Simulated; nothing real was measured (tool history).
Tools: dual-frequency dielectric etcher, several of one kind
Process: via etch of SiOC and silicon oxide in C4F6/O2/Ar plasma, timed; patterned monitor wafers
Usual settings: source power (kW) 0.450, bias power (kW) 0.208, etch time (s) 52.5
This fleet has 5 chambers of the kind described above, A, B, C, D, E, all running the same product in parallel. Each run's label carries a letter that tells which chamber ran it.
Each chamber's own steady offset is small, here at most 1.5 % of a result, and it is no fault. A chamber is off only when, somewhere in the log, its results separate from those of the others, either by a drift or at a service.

run   hour  source power (kW)  bias power (kW)  etch time (s)  hours since the last wet clean  hours since the last source power generator calibration  hours since the last bias power generator calibration  read-back reference wafer on the same gauge, depth_nm  mean etch depth across the wafer (angstrom)
 1D    7.7              0.450            0.208           52.5                           365.2                                                    827.3                                                 3151.3                                                 62.363                                       655.99
 2A   17.0              0.450            0.208           52.5                           316.2                                                    233.8                                                 2083.5                                                 62.320                                       643.44
 3E   28.1              0.450            0.208           52.5                            81.1                                                   1233.0                                                 1084.6                                                 62.332                                       645.08
 4B   37.8              0.450            0.208           52.5                            72.8                                                    991.5                                                 1191.7                                                 62.265                                       655.50
      46.2  -- chamber A: bias power generator calibrated
 5C   47.4              0.450            0.208           52.5                           400.1                                                   1257.9                                                  556.8                                                 62.281                                       659.75
 6E   58.1              0.410            0.208           52.5                           111.1                                                   1263.0                                                 1114.6                                                 62.305                                       625.35
 7A   64.0              0.410            0.208           52.5                           363.2                                                    280.8                                                   17.9                                                 62.261                                       624.45
      68.8  -- chamber C: wet clean of the chamber
 8C   73.6              0.410            0.208           52.5                             4.9                                                   1284.1                                                  583.0                                                 62.293                                       633.53
 9B   82.9              0.410            0.208           52.5                           117.9                                                   1036.6                                                 1236.8                                                 62.298                                       628.16
10D   90.0              0.410            0.208           52.5                           447.5                                                    909.6                                                 3233.6                                                 62.269                                       631.38
      90.2  -- chamber A: wet clean of the chamber
11E   99.4              0.450            0.208           52.5                           152.4                                                   1304.3                                                 1155.9                                                 62.263                                       643.15
12A  105.0              0.450            0.208           52.5                            14.9                                                    321.8                                                   58.9                                                 62.336                                       630.85
13C  112.9              0.390            0.208           64.5                            44.2                                                   1323.4                                                  622.3                                                 62.292                                       766.16
14B  121.9              0.390            0.208           64.5                           156.9                                                   1075.6                                                 1275.8                                                 62.296                                       755.98
15D  127.3              0.390            0.208           64.5                           484.8                                                    946.9                                                 3270.9                                                 62.278                                       760.99
16C  132.9              0.390            0.208           64.5                            64.2                                                   1343.4                                                  642.3                                                 62.292                                       762.80
17E  142.8              0.390            0.208           64.5                           195.8                                                   1347.7                                                 1199.3                                                 62.294                                       752.06
18A  151.9              0.450            0.208           52.5                            61.8                                                    368.7                                                  105.8                                                 62.270                                       630.06
     160.3  -- chamber D: wet clean of the chamber
19D  162.5              0.450            0.208           52.5                             2.2                                                    982.1                                                 3306.1                                                 62.306                                       655.12
20B  172.2              0.450            0.208           52.5                           207.2                                                   1125.9                                                 1326.1                                                 62.269                                       652.67
21D  177.5              0.450            0.208           52.5                            17.2                                                    997.1                                                 3321.1                                                 62.287                                       649.93
22A  183.9              0.450            0.208           52.5                            93.8                                                    400.7                                                  137.8                                                 62.301                                       631.46
23C  194.2              0.450            0.208           52.5                           125.5                                                   1404.7                                                  703.6                                                 62.266                                       659.75
24B  199.5              0.450            0.208           47.0                           234.5                                                   1153.2                                                 1353.4                                                 62.312                                       583.70
25E  210.5              0.450            0.208           47.0                           263.5                                                   1415.4                                                 1267.0                                                 62.321                                       579.77
26E  220.7              0.450            0.208           47.0                           273.7                                                   1425.6                                                 1277.2                                                 62.240                                       581.06
27D  229.2              0.450            0.208           47.0                            68.9                                                   1048.8                                                 3372.8                                                 62.286                                       584.42
28C  238.4              0.450            0.208           47.0                           169.7                                                   1448.9                                                  747.8                                                 62.289                                       589.71
29B  246.5              0.450            0.208           62.0                           281.5                                                   1200.2                                                 1400.4                                                 62.304                                       770.46
30A  252.7              0.450            0.208           62.0                           162.6                                                    469.5                                                  206.6                                                 62.288                                       745.13
31E  262.2              0.450            0.208           62.0                           315.2                                                   1467.1                                                 1318.7                                                 62.307                                       765.64
32A  273.0              0.450            0.208           62.0                           182.9                                                    489.8                                                  226.9                                                 62.291                                       744.08
33D  280.7              0.450            0.208           62.0                           120.4                                                   1100.3                                                 3424.3                                                 62.315                                       772.54

The same settings go to every chamber for the next run, one line per chamber below. Forecast the results for each:
34A  288.7              0.450            0.208           39.5                                                                                                                                                                                                                                                   ?
34B  288.7              0.450            0.208           39.5                                                                                                                                                                                                                                                   ?
34C  288.7              0.450            0.208           39.5                                                                                                                                                                                                                                                   ?
34D  288.7              0.450            0.208           39.5                                                                                                                                                                                                                                                   ?
34E  288.7              0.450            0.208           39.5                                                                                                                                                                                                                                                   ?

run  mean etch depth across the wafer (angstrom)
34A                                       476.31
34B                                       492.34
34C                                       495.31
34D                                       492.58
34E                                       484.63
